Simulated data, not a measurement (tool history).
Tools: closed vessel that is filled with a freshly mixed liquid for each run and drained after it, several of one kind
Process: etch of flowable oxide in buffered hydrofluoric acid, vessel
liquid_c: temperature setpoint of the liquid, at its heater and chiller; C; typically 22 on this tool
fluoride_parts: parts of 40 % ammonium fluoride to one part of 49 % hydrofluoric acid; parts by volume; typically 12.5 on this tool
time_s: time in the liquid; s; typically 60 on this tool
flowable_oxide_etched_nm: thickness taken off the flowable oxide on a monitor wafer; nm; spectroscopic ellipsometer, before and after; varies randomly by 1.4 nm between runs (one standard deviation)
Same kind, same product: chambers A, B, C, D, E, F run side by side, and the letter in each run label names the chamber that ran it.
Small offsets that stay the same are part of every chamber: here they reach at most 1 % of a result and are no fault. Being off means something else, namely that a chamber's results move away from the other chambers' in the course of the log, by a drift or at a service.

run,hour,liquid_c,fluoride_parts,time_s,hours since the thermometer was replaced,hours since the hydrofluoric acid flow meter was replaced,"read-back film thickness of the flowable oxide reference wafer, read on the same gauge (nm)",flowable_oxide_etched_nm
1B,9.2,22,12.5,60,1092.9,1988.9,129.99,150.74
2A,20.2,22,12.5,60,1444.3,295.4,130,154.87
3F,32,22,12.5,60,666,461.9,129.99,152.38
4D,45.7,22,12.5,60,1077.6,1115.2,130.01,152.95
5C,56.1,22,12.5,60,2283.8,673.1,130,155.11
6E,65.9,22,12.5,30,2286.6,459.3,130,75.434
7F,75.2,22,12.5,30,709.2,505.1,130,76.54
8A,85.8,22,12.5,30,1509.9,361,129.98,76.407
9C,92.6,22,12.5,30,2320.3,709.6,130.01,77.684
10E,102,22,12.5,30,2322.7,495.4,130,76.537
11D,116.8,22,12.5,30,1148.7,1186.3,129.98,77.378
# hour 124: chamber F: thermometer replaced
12B,124.9,22,12.5,60,1208.6,2104.6,130,152.64
13E,135,22,12.5,60,2355.7,528.4,130,153.47
14F,147.5,22,12.5,60,23.6,577.4,130,152.18
15C,157,22,12.5,60,2384.7,774,130,153.68
16A,170.2,22,12.5,60,1594.3,445.4,130,153.76
17B,182.1,22,12.5,60,1265.8,2161.8,130,154.73
18D,197.1,22,12.5,60,1229,1266.6,130.01,154.11
19C,203.8,22,12.5,60,2431.5,820.8,129.98,153.5
20A,212.8,22,12.5,60,1636.9,488,130.01,154.93
# hour 215.3: chamber C: hydrofluoric acid flow meter replaced
21E,223.3,22,12.5,60,2444,616.7,130.02,151.23
22D,230.5,22,12.5,60,1262.4,1300,130,155.38
# hour 234.4: chamber A: hydrofluoric acid flow meter replaced
23B,242.9,22,11,75,1326.6,2222.6,130,217.39
24F,250.1,22,11,75,126.2,680,130,216.32
25E,256.7,22,11,75,2477.4,650.1,130,215.05
# hour 260.2: chamber C: thermometer replaced
26D,270.2,22,11,75,1302.1,1339.7,130.02,220.79
27C,276.9,22,11,75,16.8,61.6,129.98,219.22
# hour 281.2: chamber D: hydrofluoric acid flow meter replaced
# hour 289.2: chamber A: thermometer replaced
28B,290.9,22,11,75,1374.6,2270.6,130.03,215.5
29F,299.1,22,12.5,60,175.2,729,130,153.54
30A,310.5,22,12.5,60,21.4,76.1,129.98,154.35
31E,324.2,22,12.5,60,2544.9,717.6,129.99,152.64
32F,337.1,22,12.5,60,213.2,767,129.99,154.84
# hour 337.5: chamber B: hydrofluoric acid flow meter replaced
33A,352.4,22,12.5,60,63.3,118,130.01,154.2
# hour 353.7: chamber E: thermometer replaced
34C,361,22,12.5,60,100.9,145.7,129.98,156.31
35B,367.9,22,12.5,60,1451.6,30.4,130,152.83
36D,376.7,22,12.5,60,1408.6,95.5,130,156.16
37C,385.6,22,12.5,60,125.5,170.3,130.01,157.44
38D,398.1,22,12.5,60,1430,116.9,129.96,157.32
39F,408.1,22,12.5,60,284.2,838,130,153.75
# hour 408.7: chamber B: thermometer replaced
40A,419.6,22,12.5,60,130.5,185.2,130,156.81
41B,431.8,22,12.5,60,23.1,94.3,130.01,156.47
42E,443,22,12.5,60,89.3,836.4,130.02,154.54
43B,457.5,26.5,12.5,30,48.8,120,130,99.468
44A,468.5,26.5,12.5,30,179.4,234.1,129.98,100.13

Next, all 6 chambers run the settings below, one line each with question marks for the results. What does each chamber give?
45A,479.5,19.5,12.5,60,,,,?
45B,479.5,19.5,12.5,60,,,,?
45C,479.5,19.5,12.5,60,,,,?
45D,479.5,19.5,12.5,60,,,,?
45E,479.5,19.5,12.5,60,,,,?
45F,479.5,19.5,12.5,60,,,,?

run,flowable_oxide_etched_nm
45A,135.83
45B,134.08
45C,131.89
45D,133.4
45E,134.93
45F,130.83
